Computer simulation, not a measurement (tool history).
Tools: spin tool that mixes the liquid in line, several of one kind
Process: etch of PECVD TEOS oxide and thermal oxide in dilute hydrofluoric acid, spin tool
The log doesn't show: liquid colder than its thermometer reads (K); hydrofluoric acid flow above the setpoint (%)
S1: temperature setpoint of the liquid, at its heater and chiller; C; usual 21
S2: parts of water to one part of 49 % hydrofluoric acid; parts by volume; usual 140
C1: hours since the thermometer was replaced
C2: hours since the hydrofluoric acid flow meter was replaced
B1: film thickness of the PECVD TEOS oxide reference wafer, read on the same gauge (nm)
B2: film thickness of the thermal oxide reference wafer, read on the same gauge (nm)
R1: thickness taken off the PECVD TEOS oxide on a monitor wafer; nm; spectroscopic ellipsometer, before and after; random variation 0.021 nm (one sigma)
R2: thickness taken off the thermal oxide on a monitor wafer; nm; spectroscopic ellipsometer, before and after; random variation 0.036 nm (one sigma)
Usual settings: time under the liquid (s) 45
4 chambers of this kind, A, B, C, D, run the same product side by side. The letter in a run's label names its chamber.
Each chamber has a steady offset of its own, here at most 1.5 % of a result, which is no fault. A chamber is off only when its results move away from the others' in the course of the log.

run 1C hour=5.7 | S1=21 S2=140 time_under_the_liquid_(s)=45 | C1=734.7 C2=712.5 | B1=120.03 B2=140.05 | R1=5.9487 R2=1.3393
-- hour=13 chamber D: hydrofluoric acid flow meter replaced
run 2A hour=16.6 | S1=21 S2=140 time_under_the_liquid_(s)=45 | C1=815.3 C2=677.4 | B1=120.01 B2=139.96 | R1=6.0413 R2=1.324
run 3D hour=26.5 | S1=21 S2=140 time_under_the_liquid_(s)=45 | C1=875.8 C2=13.5 | B1=119.99 B2=140.02 | R1=6.0219 R2=1.3439
run 4B hour=33 | S1=21 S2=140 time_under_the_liquid_(s)=45 | C1=1003 C2=305.4 | B1=120.02 B2=140.01 | R1=5.977 R2=1.2963
run 5D hour=38.9 | S1=21 S2=140 time_under_the_liquid_(s)=45 | C1=888.2 C2=25.9 | B1=120 B2=140.04 | R1=5.9426 R2=1.2823
run 6B hour=46.9 | S1=21 S2=140 time_under_the_liquid_(s)=45 | C1=1016.9 C2=319.3 | B1=119.93 B2=140.02 | R1=5.9206 R2=1.3397
run 7A hour=58.9 | S1=21 S2=140 time_under_the_liquid_(s)=45 | C1=857.6 C2=719.7 | B1=119.99 B2=139.96 | R1=6.0702 R2=1.3021
run 8C hour=65.3 | S1=21 S2=140 time_under_the_liquid_(s)=45 | C1=794.3 C2=772.1 | B1=119.95 B2=140.03 | R1=5.94 R2=1.297
run 9A hour=77.4 | S1=21 S2=140 time_under_the_liquid_(s)=45 | C1=876.1 C2=738.2 | B1=120.02 B2=140.06 | R1=5.9928 R2=1.3077
run 10B hour=83.6 | S1=21 S2=140 time_under_the_liquid_(s)=45 | C1=1053.6 C2=356 | B1=119.95 B2=140.01 | R1=5.9473 R2=1.2365
run 11C hour=95.7 | S1=21 S2=140 time_under_the_liquid_(s)=45 | C1=824.7 C2=802.5 | B1=120.03 B2=139.99 | R1=5.9557 R2=1.2706
run 12D hour=106.3 | S1=21 S2=140 time_under_the_liquid_(s)=45 | C1=955.6 C2=93.3 | B1=120 B2=139.96 | R1=5.9768 R2=1.2441
-- hour=108.8 chamber A: hydrofluoric acid flow meter replaced
run 13C hour=115.4 | S1=21 S2=140 time_under_the_liquid_(s)=45 | C1=844.4 C2=822.2 | B1=119.99 B2=140.02 | R1=5.9693 R2=1.3041
run 14D hour=128 | S1=21 S2=140 time_under_the_liquid_(s)=45 | C1=977.3 C2=115 | B1=120.01 B2=139.97 | R1=5.9516 R2=1.2633
run 15A hour=135.3 | S1=21 S2=140 time_under_the_liquid_(s)=45 | C1=934 C2=26.5 | B1=120.01 B2=139.93 | R1=5.9941 R2=1.2988
run 16B hour=140.9 | S1=22.5 S2=140 time_under_the_liquid_(s)=35 | C1=1110.9 C2=413.3 | B1=120.02 B2=139.98 | R1=4.8844 R2=1.0249
run 17C hour=149.7 | S1=22.5 S2=140 time_under_the_liquid_(s)=35 | C1=878.7 C2=856.5 | B1=119.97 B2=140.01 | R1=4.8995 R2=1.1115
run 18D hour=156.5 | S1=22.5 S2=140 time_under_the_liquid_(s)=35 | C1=1005.8 C2=143.5 | B1=120.05 B2=139.99 | R1=4.9503 R2=1.0917
run 19B hour=162.8 | S1=22.5 S2=140 time_under_the_liquid_(s)=35 | C1=1132.8 C2=435.2 | B1=119.99 B2=139.97 | R1=4.8827 R2=1.0717
run 20A hour=171.1 | S1=21 S2=140 time_under_the_liquid_(s)=45 | C1=969.8 C2=62.3 | B1=119.98 B2=139.94 | R1=5.9921 R2=1.3003
run 21C hour=181.3 | S1=17 S2=140 time_under_the_liquid_(s)=55 | C1=910.3 C2=888.1 | B1=119.98 B2=140.04 | R1=6.1751 R2=1.3744
run 22D hour=190.5 | S1=17 S2=140 time_under_the_liquid_(s)=55 | C1=1039.8 C2=177.5 | B1=120.01 B2=139.96 | R1=6.2294 R2=1.3638
run 23A hour=199.5 | S1=17 S2=140 time_under_the_liquid_(s)=55 | C1=998.2 C2=90.7 | B1=120.05 B2=139.99 | R1=6.2289 R2=1.359
run 24B hour=211.3 | S1=17 S2=140 time_under_the_liquid_(s)=55 | C1=1181.3 C2=483.7 | B1=120.02 B2=139.98 | R1=6.1463 R2=1.3855
run 25C hour=219.7 | S1=21 S2=140 time_under_the_liquid_(s)=45 | C1=948.7 C2=926.5 | B1=120.03 B2=139.96 | R1=5.9692 R2=1.3606
run 26D hour=225.2 | S1=21 S2=140 time_under_the_liquid_(s)=45 | C1=1074.5 C2=212.2 | B1=119.98 B2=140.06 | R1=5.9569 R2=1.2964
run 27A hour=231 | S1=21 S2=140 time_under_the_liquid_(s)=45 | C1=1029.7 C2=122.2 | B1=120.01 B2=140.03 | R1=6.0181 R2=1.2902

All 4 chambers run these settings next. Forecast each chamber's results:
run 28A hour=240.1 | S1=21 S2=140 time_under_the_liquid_(s)=35 | R1=? R2=?
run 28B hour=240.1 | S1=21 S2=140 time_under_the_liquid_(s)=35 | R1=? R2=?
run 28C hour=240.1 | S1=21 S2=140 time_under_the_liquid_(s)=35 | R1=? R2=?
run 28D hour=240.1 | S1=21 S2=140 time_under_the_liquid_(s)=35 | R1=? R2=?

run=28A R1=4.6737 R2=1.0243
run=28B R1=4.6149 R2=1.0962
run=28C R1=4.6306 R2=1.0272
run=28D R1=4.6339 R2=1.0422
